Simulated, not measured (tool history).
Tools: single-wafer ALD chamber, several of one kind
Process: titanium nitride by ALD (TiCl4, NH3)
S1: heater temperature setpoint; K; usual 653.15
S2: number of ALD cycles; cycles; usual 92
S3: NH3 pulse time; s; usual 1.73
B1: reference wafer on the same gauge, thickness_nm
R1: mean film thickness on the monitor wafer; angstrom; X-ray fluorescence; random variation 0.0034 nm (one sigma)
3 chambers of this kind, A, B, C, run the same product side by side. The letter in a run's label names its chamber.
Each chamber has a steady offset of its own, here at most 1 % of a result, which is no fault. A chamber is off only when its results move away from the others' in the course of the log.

run,hour,S1,S2,S3,B1,R1
1A,6,653.15,92,1.73,2.0802,19.631
2B,14.6,653.15,92,1.73,2.0812,19.663
3C,20.4,653.15,92,1.73,2.0806,19.783
4C,29.1,653.15,92,1.73,2.0817,19.841
5B,34.2,653.15,92,1.73,2.0815,19.699
6A,40.4,653.15,92,1.73,2.0831,19.582
7C,48.5,653.15,92,1.73,2.0841,19.849
8A,52.5,653.15,92,1.73,2.0828,19.647
9B,60.3,653.15,92,1.73,2.0846,19.667
10A,68.9,653.15,92,1.73,2.0849,19.659
11B,76.9,653.15,92,1.73,2.0848,19.754
12C,83.6,653.15,92,1.73,2.0858,19.849
13A,91.5,664.15,92,1.73,2.0876,19.951
14C,97,664.15,92,1.73,2.0869,20.101
15B,102.2,664.15,92,1.73,2.0872,19.959
16C,110.9,653.15,92,1.73,2.0881,19.82
17A,118,653.15,92,1.73,2.089,19.65
18B,124.9,653.15,92,1.73,2.0895,19.802
19C,133.6,653.15,92,1.73,2.0893,19.934
20A,138.8,653.15,92,1.73,2.0897,19.735
21B,144.9,653.15,92,1.73,2.0899,19.8
22A,153.5,653.15,92,1.73,2.0914,19.765
23C,159.4,659.15,92,2.33,2.0925,20.3
24B,164.3,659.15,92,2.33,2.0925,20.282
25C,168.8,659.15,92,2.33,2.0921,20.399
26A,177.4,653.15,92,1.73,2.093,19.747
27B,185.1,653.15,92,1.73,2.0937,19.822
28C,189.9,653.15,92,1.73,2.0938,19.93
29A,197.9,653.15,92,1.73,2.0949,19.766

Next, every chamber runs the same settings. What will each give?
30A,204.3,653.15,92,2.35,,?
30B,204.3,653.15,92,2.35,,?
30C,204.3,653.15,92,2.35,,?

run,R1
30A,20.073
30B,20.098
30C,20.27
